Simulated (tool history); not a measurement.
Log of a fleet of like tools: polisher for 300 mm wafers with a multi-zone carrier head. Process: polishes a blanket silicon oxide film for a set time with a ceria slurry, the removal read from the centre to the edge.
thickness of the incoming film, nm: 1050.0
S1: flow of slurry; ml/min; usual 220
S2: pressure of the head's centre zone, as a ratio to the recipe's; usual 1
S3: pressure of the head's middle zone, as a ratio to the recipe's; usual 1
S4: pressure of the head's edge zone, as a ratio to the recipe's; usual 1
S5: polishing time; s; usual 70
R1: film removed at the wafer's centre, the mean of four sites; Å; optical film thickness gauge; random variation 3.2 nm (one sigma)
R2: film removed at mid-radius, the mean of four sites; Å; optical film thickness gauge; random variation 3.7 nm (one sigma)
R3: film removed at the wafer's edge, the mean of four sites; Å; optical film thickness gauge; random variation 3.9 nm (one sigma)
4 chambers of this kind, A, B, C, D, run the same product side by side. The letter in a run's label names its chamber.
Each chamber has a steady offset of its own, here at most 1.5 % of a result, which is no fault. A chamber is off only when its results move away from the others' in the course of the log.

run 1A hour=3 | S1=220 S2=1 S3=1 S4=1 S5=70 | R1=3570.6 R2=3492.2 R3=3550.7
run 2D hour=6.4 | S1=220 S2=1 S3=1 S4=1 S5=70 | R1=3584.6 R2=3633.2 R3=3580.2
run 3C hour=10 | S1=220 S2=1 S3=1 S4=1 S5=70 | R1=3551.7 R2=3564.3 R3=3453.5
-- hour=10.1 chamber C: centre zone pressure recalibrated
run 4B hour=14 | S1=220 S2=1 S3=1 S4=1 S5=70 | R1=3614.4 R2=3637.1 R3=3554.9
run 5A hour=18.2 | S1=245 S2=1 S3=0.96 S4=1 S5=70 | R1=3655.2 R2=3468.2 R3=3594.1
run 6C hour=20.8 | S1=245 S2=1 S3=0.96 S4=1 S5=70 | R1=3595.5 R2=3444.3 R3=3630.5
run 7D hour=24.1 | S1=245 S2=1 S3=0.96 S4=1 S5=70 | R1=3633.3 R2=3435.4 R3=3621
run 8B hour=26 | S1=245 S2=1 S3=0.96 S4=1 S5=70 | R1=3721.8 R2=3574.3 R3=3636.4
run 9A hour=29.6 | S1=220 S2=1 S3=1 S4=1.04 S5=70 | R1=3587.5 R2=3581.3 R3=3675.5
run 10B hour=33 | S1=220 S2=1 S3=1 S4=1.04 S5=70 | R1=3639.3 R2=3609.4 R3=3609.1
run 11D hour=36.6 | S1=220 S2=1 S3=1 S4=1.04 S5=70 | R1=3599.9 R2=3613.5 R3=3624.2
-- hour=38.9 chamber D: worn pad replaced by a new one
run 12C hour=39.5 | S1=220 S2=1 S3=1 S4=1.04 S5=70 | R1=3496.7 R2=3577 R3=3607.7
run 13D hour=42.3 | S1=220 S2=1 S3=1 S4=1 S5=70 | R1=3544.3 R2=3551.7 R3=3622.5
run 14A hour=45 | S1=220 S2=1 S3=1 S4=1 S5=70 | R1=3598.7 R2=3548.2 R3=3572.7
-- hour=46.3 chamber A: worn pad replaced by a new one
run 15B hour=48.3 | S1=220 S2=1 S3=1 S4=1.05 S5=70 | R1=3579.1 R2=3651.2 R3=3628.6
run 16C hour=50.3 | S1=220 S2=1 S3=1 S4=1.05 S5=70 | R1=3554.8 R2=3600 R3=3682.7
run 17B hour=53.6 | S1=220 S2=1 S3=1 S4=1.05 S5=70 | R1=3610.5 R2=3579.6 R3=3640
run 18D hour=56.9 | S1=220 S2=1 S3=1 S4=1.05 S5=70 | R1=3552.1 R2=3644.6 R3=3670.6
run 19C hour=59.2 | S1=220 S2=1 S3=1 S4=1.11 S5=70 | R1=3492.5 R2=3596.2 R3=3733.8
run 20A hour=61.5 | S1=220 S2=1 S3=1 S4=1.11 S5=70 | R1=3627.4 R2=3544.3 R3=3804.4
run 21C hour=64.9 | S1=220 S2=1 S3=1 S4=1.11 S5=70 | R1=3559.5 R2=3537.5 R3=3754.5
run 22A hour=69.2 | S1=220 S2=1 S3=1 S4=1.11 S5=70 | R1=3585.4 R2=3515.1 R3=3838.8
-- hour=71.1 chamber B: slurry nozzle cleaned
run 23D hour=71.6 | S1=220 S2=1 S3=1 S4=1 S5=70 | R1=3634.2 R2=3584.8 R3=3504
run 24B hour=74.8 | S1=220 S2=1 S3=1 S4=1 S5=70 | R1=3622.1 R2=3685.1 R3=3589.3
run 25A hour=79.1 | S1=220 S2=1 S3=0.92 S4=0.96 S5=70 | R1=3566.5 R2=3327.8 R3=3513.5
run 26C hour=81.5 | S1=220 S2=1 S3=0.92 S4=0.96 S5=70 | R1=3534.8 R2=3281.9 R3=3516.7
-- hour=84.8 chamber B: worn pad replaced by a new one
run 27D hour=85.7 | S1=220 S2=1 S3=0.92 S4=0.96 S5=70 | R1=3538.5 R2=3324.6 R3=3574
-- hour=86.2 chamber A: centre zone pressure recalibrated
run 28B hour=89.3 | S1=220 S2=1 S3=0.92 S4=0.96 S5=70 | R1=3598.8 R2=3366.4 R3=3518.8
run 29A hour=92.1 | S1=220 S2=1 S3=1 S4=1 S5=70 | R1=3237.3 R2=3579.5 R3=3586.6
run 30C hour=96.4 | S1=220 S2=1 S3=1.06 S4=1 S5=70 | R1=3497.1 R2=3765.7 R3=3570.4
run 31D hour=99.3 | S1=220 S2=1 S3=1.06 S4=1 S5=70 | R1=3567.7 R2=3810.1 R3=3558.1
run 32B hour=103.3 | S1=220 S2=1 S3=1.06 S4=1 S5=70 | R1=3619.5 R2=3827.7 R3=3553.5
run 33C hour=105.5 | S1=220 S2=1 S3=1.06 S4=1 S5=70 | R1=3546.5 R2=3799 R3=3608.6
run 34A hour=107.3 | S1=220 S2=1 S3=1 S4=1 S5=70 | R1=3240.5 R2=3469.7 R3=3495.5
run 35B hour=109.3 | S1=220 S2=1 S3=1 S4=1 S5=70 | R1=3624.7 R2=3588.7 R3=3566.9
run 36D hour=111.9 | S1=220 S2=1 S3=1 S4=1 S5=70 | R1=3576.1 R2=3516.3 R3=3626.9
run 37A hour=114.5 | S1=220 S2=1 S3=1 S4=1 S5=70 | R1=3272.9 R2=3496.9 R3=3597.2
-- hour=117.4 chamber C: worn pad replaced by a new one
run 38D hour=117.6 | S1=220 S2=1 S3=1 S4=1 S5=70 | R1=3581.5 R2=3617.8 R3=3599.8
run 39B hour=119.8 | S1=220 S2=1 S3=1 S4=1 S5=70 | R1=3626.9 R2=3589.2 R3=3535
run 40C hour=123.8 | S1=220 S2=1 S3=1 S4=1 S5=70 | R1=3573.5 R2=3582.7 R3=3520.9
run 41A hour=125.9 | S1=220 S2=1 S3=1 S4=1 S5=70 | R1=3271.4 R2=3516.1 R3=3548.5
run 42C hour=129.8 | S1=220 S2=1 S3=1 S4=1 S5=70 | R1=3600.1 R2=3665.6 R3=3535.1
run 43B hour=131.7 | S1=220 S2=1 S3=1 S4=1 S5=70 | R1=3633.7 R2=3597.3 R3=3524.5
run 44D hour=134.5 | S1=220 S2=1 S3=1 S4=1 S5=70 | R1=3592.7 R2=3560.3 R3=3613.7

All 4 chambers run these settings next. Forecast each chamber's results:
run 45A hour=137.6 | S1=220 S2=1 S3=1 S4=1.07 S5=70 | R1=? R2=? R3=?
run 45B hour=137.6 | S1=220 S2=1 S3=1 S4=1.07 S5=70 | R1=? R2=? R3=?
run 45C hour=137.6 | S1=220 S2=1 S3=1 S4=1.07 S5=70 | R1=? R2=? R3=?
run 45D hour=137.6 | S1=220 S2=1 S3=1 S4=1.07 S5=70 | R1=? R2=? R3=?

run=45A R1=3200.3 R2=3516.2 R3=3756.4
run=45B R1=3597.3 R2=3589 R3=3662.3
run=45C R1=3531.4 R2=3605.6 R3=3670
run=45D R1=3572.5 R2=3611.8 R3=3743.4

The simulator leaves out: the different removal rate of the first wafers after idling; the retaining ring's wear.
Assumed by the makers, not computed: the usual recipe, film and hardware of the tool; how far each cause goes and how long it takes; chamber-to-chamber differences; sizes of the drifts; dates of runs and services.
